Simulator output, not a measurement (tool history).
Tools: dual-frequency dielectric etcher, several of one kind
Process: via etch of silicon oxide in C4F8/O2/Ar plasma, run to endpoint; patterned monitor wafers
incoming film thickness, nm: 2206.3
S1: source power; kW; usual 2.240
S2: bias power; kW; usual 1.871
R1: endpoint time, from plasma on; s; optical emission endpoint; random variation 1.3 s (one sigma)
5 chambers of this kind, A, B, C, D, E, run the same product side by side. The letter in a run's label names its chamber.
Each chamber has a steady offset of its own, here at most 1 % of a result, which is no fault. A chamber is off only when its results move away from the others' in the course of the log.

{"run": "1E", "day": 0.521, "S1": 2.24, "S2": 1.871, "R1": 426.12}
{"run": "2D", "day": 0.954, "S1": 2.24, "S2": 1.871, "R1": 418.55}
{"run": "3A", "day": 1.258, "S1": 2.24, "S2": 1.871, "R1": 420.59}
{"run": "4B", "day": 1.525, "S1": 2.24, "S2": 1.871, "R1": 421.99}
{"day": 1.608, "done": "chamber B: wet clean of the chamber"}
{"run": "5C", "day": 1.833, "S1": 2.24, "S2": 1.871, "R1": 422.44}
{"run": "6E", "day": 2.321, "S1": 2.24, "S2": 1.871, "R1": 425.19}
{"run": "7B", "day": 2.662, "S1": 2.24, "S2": 1.871, "R1": 423.3}
{"run": "8A", "day": 3.038, "S1": 2.24, "S2": 1.871, "R1": 422.49}
{"run": "9D", "day": 3.462, "S1": 2.24, "S2": 1.871, "R1": 421.87}
{"run": "10C", "day": 3.829, "S1": 2.24, "S2": 1.871, "R1": 424.69}
{"run": "11D", "day": 4.1, "S1": 2.24, "S2": 1.871, "R1": 417.89}
{"run": "12B", "day": 4.462, "S1": 2.24, "S2": 1.871, "R1": 420.9}
{"day": 4.621, "done": "chamber A: wet clean of the chamber"}
{"run": "13C", "day": 4.808, "S1": 2.24, "S2": 1.871, "R1": 422.64}
{"run": "14E", "day": 5.067, "S1": 2.24, "S2": 1.871, "R1": 428.7}
{"run": "15A", "day": 5.312, "S1": 2.24, "S2": 1.871, "R1": 420.62}
{"run": "16E", "day": 5.833, "S1": 2.24, "S2": 1.871, "R1": 431.13}
{"run": "17B", "day": 6.325, "S1": 2.24, "S2": 1.871, "R1": 425.62}
{"run": "18A", "day": 6.621, "S1": 2.24, "S2": 1.871, "R1": 423.18}
{"run": "19D", "day": 6.867, "S1": 2.24, "S2": 1.871, "R1": 418.11}
{"run": "20C", "day": 7.104, "S1": 2.24, "S2": 2.13, "R1": 408.96}
{"run": "21E", "day": 7.65, "S1": 2.24, "S2": 2.13, "R1": 415.88}
{"run": "22C", "day": 8.046, "S1": 2.24, "S2": 2.13, "R1": 406.44}
{"run": "23B", "day": 8.338, "S1": 2.24, "S2": 2.13, "R1": 405.93}
{"run": "24D", "day": 8.871, "S1": 2.24, "S2": 2.13, "R1": 406.52}
{"day": 8.879, "done": "chamber A: bias power generator calibrated"}
{"run": "25A", "day": 9.188, "S1": 2.24, "S2": 1.871, "R1": 422.88}
{"run": "26B", "day": 9.562, "S1": 1.95, "S2": 2.261, "R1": 425.02}
{"run": "27D", "day": 10.046, "S1": 1.95, "S2": 2.261, "R1": 418.86}
{"run": "28E", "day": 10.375, "S1": 1.95, "S2": 2.261, "R1": 434.94}
{"run": "29C", "day": 10.817, "S1": 1.95, "S2": 2.261, "R1": 423.04}
{"run": "30A", "day": 11.096, "S1": 1.95, "S2": 2.261, "R1": 421.9}
{"run": "31E", "day": 11.504, "S1": 2.24, "S2": 1.871, "R1": 433.63}
{"run": "32B", "day": 11.962, "S1": 2.24, "S2": 1.871, "R1": 424.01}
{"run": "33A", "day": 12.517, "S1": 2.24, "S2": 1.871, "R1": 419.27}
{"run": "34D", "day": 12.962, "S1": 2.24, "S2": 1.871, "R1": 422.15}
{"run": "35C", "day": 13.308, "S1": 2.24, "S2": 1.871, "R1": 423.12}
{"day": 13.542, "done": "chamber C: wet clean of the chamber"}
{"run": "36B", "day": 13.825, "S1": 2.47, "S2": 2.111, "R1": 393.56}
{"run": "37A", "day": 14.233, "S1": 2.47, "S2": 2.111, "R1": 390.58}
{"run": "38D", "day": 14.562, "S1": 2.47, "S2": 2.111, "R1": 390.97}
{"run": "39C", "day": 14.992, "S1": 2.47, "S2": 2.111, "R1": 393.06}
{"run": "40E", "day": 15.246, "S1": 2.47, "S2": 2.111, "R1": 410.87}
{"run": "41B", "day": 15.667, "S1": 2.24, "S2": 1.871, "R1": 421.83}

What goes on in this fleet: one chamber off, a drifting gauge, or nothing beyond the chambers' own small offsets? Name the chamber and the cause, if any.

Chamber E drifts away from the others.
Cause: etch rate under this chamber's usual, % = 3.85.

Here are 4 candidates for chamber E's next run, each the usual settings with a change, their results left as question marks. Which one brings its results back in line with what the others give on the usual settings?
In line means no further than this from the other chambers' mean on the usual settings: R1 4.40 s
{"run": "42E-1", "day": 16.062, "S1": 2.51, "S2": 1.871, "R1": "?"}
{"run": "42E-2", "day": 16.062, "S1": 2.24, "S2": 1.675, "R1": "?"}
{"run": "42E-3", "day": 16.062, "S1": 2.05, "S2": 1.763, "R1": "?"}
{"run": "42E-4", "day": 16.062, "S1": 2.35, "S2": 1.935, "R1": "?"}

The other chambers' mean on the usual settings: R1 422.03 s
run=42E-1 R1=423.05
run=42E-2 R1=456.82
run=42E-3 R1=466.93
run=42E-4 R1=430.41
42E-1 brings the chamber back in line.
